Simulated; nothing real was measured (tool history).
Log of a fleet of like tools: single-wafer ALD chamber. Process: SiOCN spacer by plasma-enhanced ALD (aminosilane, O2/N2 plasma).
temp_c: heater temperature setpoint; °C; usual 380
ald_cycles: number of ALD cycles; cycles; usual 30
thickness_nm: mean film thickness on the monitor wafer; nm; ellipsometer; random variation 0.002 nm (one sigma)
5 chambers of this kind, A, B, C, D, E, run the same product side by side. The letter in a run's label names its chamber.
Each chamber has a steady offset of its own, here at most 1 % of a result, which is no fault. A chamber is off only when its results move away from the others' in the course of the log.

run	day	temp_c	ald_cycles	read-back reference wafer on the same gauge, thickness_nm	thickness_nm
1A	0.146	380	30	1.5298	1.8253
2B	0.262	380	30	1.5296	1.8242
3E	0.446	380	30	1.5289	1.7957
4C	0.571	380	30	1.5296	1.7977
5D	0.767	380	30	1.5293	1.8028
6B	0.917	380	30	1.5288	1.8184
7E	1.083	380	30	1.5287	1.7938
8C	1.258	394	30	1.5285	1.7935
9D	1.450	394	30	1.5283	1.8023
10A	1.654	394	30	1.5282	1.8236
11C	1.762	394	30	1.5280	1.7962
12D	1.879	394	30	1.5276	1.8023
13E	1.983	380	30	1.5279	1.7915
14A	2.183	380	30	1.5271	1.8227
15B	2.312	380	30	1.5275	1.8180
16E	2.467	380	30	1.5269	1.7927
# day 2.612: chamber C: thermocouple changed; heater temperature recalibrated
17C	2.679	380	27	1.5271	1.6180
18D	2.838	380	27	1.5268	1.6190
19A	2.979	380	27	1.5265	1.6416
20B	3.079	380	27	1.5265	1.6389
21D	3.208	380	27	1.5261	1.6163
22A	3.392	380	30	1.5264	1.8224
23E	3.554	367	25	1.5259	1.4906
24B	3.729	367	25	1.5258	1.5132
25C	3.908	367	25	1.5254	1.4952
26B	4.100	367	25	1.5249	1.5173
27D	4.279	367	25	1.5251	1.4979
28E	4.404	380	26	1.5250	1.5499
29C	4.512	380	26	1.5251	1.5525
30A	4.696	380	26	1.5251	1.5770
31A	4.871	380	26	1.5249	1.5778
32D	5.067	380	26	1.5242	1.5569
33E	5.233	370	32	1.5240	1.9065
34C	5.400	370	32	1.5237	1.9087
35B	5.575	370	32	1.5236	1.9392
36D	5.729	370	32	1.5235	1.9149
37A	5.933	370	32	1.5236	1.9373

Is one chamber off against the others, does the gauge drift, or is nothing wrong? If a chamber is off, say which, and what the likeliest cause is.

The gauge drifts, so all chambers seem to drift together. No chamber is off.
Cause: gauge reads low (%) = 0.453.
